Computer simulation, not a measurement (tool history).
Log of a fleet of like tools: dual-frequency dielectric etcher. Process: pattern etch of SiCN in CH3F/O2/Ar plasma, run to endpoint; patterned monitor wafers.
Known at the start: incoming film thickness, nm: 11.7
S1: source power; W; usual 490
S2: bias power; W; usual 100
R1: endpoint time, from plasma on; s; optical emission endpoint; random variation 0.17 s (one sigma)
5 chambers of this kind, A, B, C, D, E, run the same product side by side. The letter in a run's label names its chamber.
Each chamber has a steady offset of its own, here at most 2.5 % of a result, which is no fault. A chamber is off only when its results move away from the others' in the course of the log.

run   hour   S1   S2      R1
 1A    2.6  490  100  26.363
 2B    5.3  490  100    25.8
 3C    9.7  490  100  25.483
 4E   14.6  490  100  25.905
 5D   19.4  490  100  25.554
 6D   23.3  490  100  25.477
 7A   28.1  490  100  26.175
 8C   32.3  490  100  25.758
 9E     36  490  100  25.888
10B   40.9  490  100  26.006
11E   44.3  490  100  26.041
12D   47.2  490  100  25.385
13A   52.2  490  100  26.496
14C   56.6  490  100  25.761
15B   61.3  490  100  26.171
16B     64  490  100  25.664
17A     69  490  100  25.999
18E   71.9  490  100  25.942
19C   75.9  570  123  22.093
20D   80.6  570  123  22.348
      82.1  -- chamber B: source power generator calibrated
21C   83.5  570  123   22.58
22B   85.7  570  123  22.726
23E   89.3  570  123  22.553
24D   92.5  490  100  25.728
25A   97.7  490  100  25.988
26A  101.1  490  100  26.231
27E    105  490  100  25.779
28D  108.7  490  100  25.866
29C  113.6  490  100  25.349
30B  116.1  490  100  26.153
31C  120.9  490  100  25.551
32B  125.3  490  100  25.992
33E    128  490  100  25.764
34A  131.6  490  100  26.208
35D  134.9  490  100  25.339
36C  137.5  570   79  26.368
37D  141.1  570   79  26.343
38B  143.3  570   79  26.414
39A  147.2  570   79   27.09
40E  151.6  570   79  27.079
41B  155.7  490  100  25.892
42E  160.2  440   89  28.152
43A  164.4  440   89  28.852
44D  166.7  440   89  27.832

Next, every chamber runs the same settings. What will each give?
45A  170.5  490  100   ?
45B  170.5  490  100   ?
45C  170.5  490  100   ?
45D  170.5  490  100   ?
45E  170.5  490  100   ?

run      R1
45A  25.828
45B  25.964
45C  25.894
45D  25.525
45E  25.962

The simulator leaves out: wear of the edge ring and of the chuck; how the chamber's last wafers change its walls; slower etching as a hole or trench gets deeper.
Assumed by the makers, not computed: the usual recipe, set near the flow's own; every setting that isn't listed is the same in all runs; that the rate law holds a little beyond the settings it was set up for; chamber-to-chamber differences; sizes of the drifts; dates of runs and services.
